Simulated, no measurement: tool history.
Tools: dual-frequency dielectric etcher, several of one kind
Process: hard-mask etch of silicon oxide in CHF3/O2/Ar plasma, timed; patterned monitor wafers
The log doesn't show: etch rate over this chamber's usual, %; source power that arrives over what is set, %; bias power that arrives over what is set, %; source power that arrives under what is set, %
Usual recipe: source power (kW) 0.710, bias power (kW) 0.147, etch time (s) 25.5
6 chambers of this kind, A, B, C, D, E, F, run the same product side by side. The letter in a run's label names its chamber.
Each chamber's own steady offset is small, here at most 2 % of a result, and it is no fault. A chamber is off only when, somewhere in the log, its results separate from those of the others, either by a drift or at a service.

| run | day | source power (kW) | bias power (kW) | etch time (s) | hours since the last wet clean | hours since the last source power generator calibration | hours since the last bias power generator calibration | read-back reference wafer on the same gauge, depth_nm | mean etch depth across the wafer (angstrom) |
|---|---|---|---|---|---|---|---|---|---|
|  | 0.025 | chamber F: wet clean of the chamber |
| 1C | 0.425 | 0.710 | 0.147 | 25.5 | 477.2 | 1644.7 | 1604.4 | 40.694 | 500.65 |
|  | 0.633 | chamber D: wet clean of the chamber |
| 2A | 0.746 | 0.710 | 0.147 | 25.5 | 201.0 | 720.2 | 1201.7 | 40.696 | 502.88 |
| 3D | 1.108 | 0.710 | 0.147 | 25.5 | 11.5 | 452.2 | 974.7 | 40.672 | 492.50 |
| 4B | 1.317 | 0.710 | 0.147 | 25.5 | 359.1 | 1419.9 | 1785.6 | 40.677 | 503.40 |
| 5F | 1.525 | 0.710 | 0.147 | 25.5 | 36.1 | 1469.9 | 762.9 | 40.652 | 499.75 |
| 6E | 1.867 | 0.710 | 0.147 | 25.5 | 365.3 | 3310.7 | 1210.2 | 40.658 | 502.81 |
|  | 2.071 | chamber C: wet clean of the chamber |
| 7C | 2.079 | 0.710 | 0.147 | 25.5 | 0.2 | 1684.4 | 1644.1 | 40.654 | 500.41 |
| 8F | 2.479 | 0.710 | 0.147 | 25.5 | 59.0 | 1492.8 | 785.8 | 40.631 | 501.20 |
| 9D | 2.838 | 0.710 | 0.147 | 25.5 | 53.0 | 493.7 | 1016.2 | 40.641 | 492.26 |
| 10A | 3.242 | 0.710 | 0.147 | 25.5 | 260.9 | 780.1 | 1261.6 | 40.614 | 503.88 |
| 11B | 3.521 | 0.710 | 0.147 | 25.5 | 412.0 | 1472.8 | 1838.5 | 40.619 | 503.41 |
| 12E | 3.704 | 0.710 | 0.147 | 25.5 | 409.4 | 3354.8 | 1254.3 | 40.624 | 501.29 |
| 13D | 4.104 | 0.780 | 0.147 | 28.0 | 83.4 | 524.1 | 1046.6 | 40.595 | 561.52 |
| 14F | 4.333 | 0.780 | 0.147 | 28.0 | 103.5 | 1537.3 | 830.3 | 40.608 | 569.32 |
| 15E | 4.558 | 0.780 | 0.147 | 28.0 | 429.9 | 3375.3 | 1274.8 | 40.599 | 571.56 |
|  | 4.712 | chamber B: wet clean of the chamber |
| 16C | 4.929 | 0.780 | 0.147 | 28.0 | 68.6 | 1752.8 | 1712.5 | 40.598 | 569.46 |
| 17A | 5.346 | 0.780 | 0.147 | 28.0 | 311.4 | 830.6 | 1312.1 | 40.579 | 571.76 |
|  | 5.408 | chamber E: wet clean of the chamber |
| 18B | 5.571 | 0.780 | 0.147 | 28.0 | 20.6 | 1522.0 | 1887.7 | 40.581 | 574.37 |
| 19E | 5.912 | 0.710 | 0.147 | 25.5 | 12.2 | 3407.8 | 1307.3 | 40.574 | 500.90 |
| 20C | 6.204 | 0.710 | 0.147 | 25.5 | 99.2 | 1783.4 | 1743.1 | 40.581 | 499.92 |
| 21B | 6.512 | 0.550 | 0.127 | 25.5 | 43.2 | 1544.6 | 1910.3 | 40.544 | 434.14 |
| 22F | 6.767 | 0.550 | 0.127 | 25.5 | 161.9 | 1595.7 | 888.7 | 40.551 | 430.88 |
| 23D | 7.038 | 0.550 | 0.127 | 25.5 | 153.8 | 594.5 | 1117.0 | 40.532 | 425.08 |
| 24A | 7.425 | 0.550 | 0.127 | 25.5 | 361.3 | 880.5 | 1362.0 | 40.530 | 432.86 |
| 25D | 7.717 | 0.550 | 0.127 | 25.5 | 170.1 | 610.8 | 1133.3 | 40.527 | 424.15 |
| 26B | 7.925 | 0.550 | 0.127 | 25.5 | 77.1 | 1578.5 | 1944.2 | 40.531 | 432.13 |
| 27C | 8.350 | 0.870 | 0.147 | 30.5 | 150.7 | 1834.9 | 1794.6 | 40.513 | 644.68 |
| 28E | 8.600 | 0.870 | 0.147 | 30.5 | 76.7 | 3472.3 | 1371.8 | 40.508 | 647.80 |
| 29A | 8.988 | 0.870 | 0.147 | 30.5 | 398.8 | 918.0 | 1399.5 | 40.512 | 649.45 |
| 30F | 9.325 | 0.870 | 0.147 | 30.5 | 223.3 | 1657.1 | 950.1 | 40.481 | 646.43 |
| 31F | 9.750 | 0.870 | 0.147 | 30.5 | 233.5 | 1667.3 | 960.3 | 40.471 | 645.65 |
| 32C | 10.117 | 0.870 | 0.147 | 30.5 | 193.1 | 1877.3 | 1837.0 | 40.473 | 646.81 |
| 33E | 10.400 | 0.710 | 0.147 | 25.5 | 119.9 | 3515.5 | 1415.0 | 40.454 | 500.24 |
| 34A | 10.796 | 0.710 | 0.147 | 25.5 | 442.2 | 961.4 | 1442.9 | 40.434 | 500.02 |
| 35D | 11.171 | 0.710 | 0.147 | 25.5 | 253.0 | 693.7 | 1216.2 | 40.445 | 488.97 |
| 36B | 11.375 | 0.710 | 0.147 | 25.5 | 159.9 | 1661.3 | 2027.0 | 40.429 | 501.60 |
| 37E | 11.583 | 0.710 | 0.147 | 25.5 | 148.3 | 3543.9 | 1443.4 | 40.446 | 499.21 |
| 38B | 11.988 | 0.710 | 0.147 | 25.5 | 174.6 | 1676.0 | 2041.7 | 40.409 | 500.31 |
| 39C | 12.217 | 0.710 | 0.147 | 25.5 | 243.5 | 1927.7 | 1887.4 | 40.418 | 497.40 |

Predict what each chamber gives when all 6 of them run the settings below next.
| 40A | 12.521 | 0.770 | 0.147 | 25.5 |  |  |  |  | ? |
| 40B | 12.521 | 0.770 | 0.147 | 25.5 |  |  |  |  | ? |
| 40C | 12.521 | 0.770 | 0.147 | 25.5 |  |  |  |  | ? |
| 40D | 12.521 | 0.770 | 0.147 | 25.5 |  |  |  |  | ? |
| 40E | 12.521 | 0.770 | 0.147 | 25.5 |  |  |  |  | ? |
| 40F | 12.521 | 0.770 | 0.147 | 25.5 |  |  |  |  | ? |

| run | mean etch depth across the wafer (angstrom) |
|---|---|
| 40A | 517.49 |
| 40B | 516.83 |
| 40C | 512.40 |
| 40D | 506.19 |
| 40E | 517.05 |
| 40F | 514.52 |

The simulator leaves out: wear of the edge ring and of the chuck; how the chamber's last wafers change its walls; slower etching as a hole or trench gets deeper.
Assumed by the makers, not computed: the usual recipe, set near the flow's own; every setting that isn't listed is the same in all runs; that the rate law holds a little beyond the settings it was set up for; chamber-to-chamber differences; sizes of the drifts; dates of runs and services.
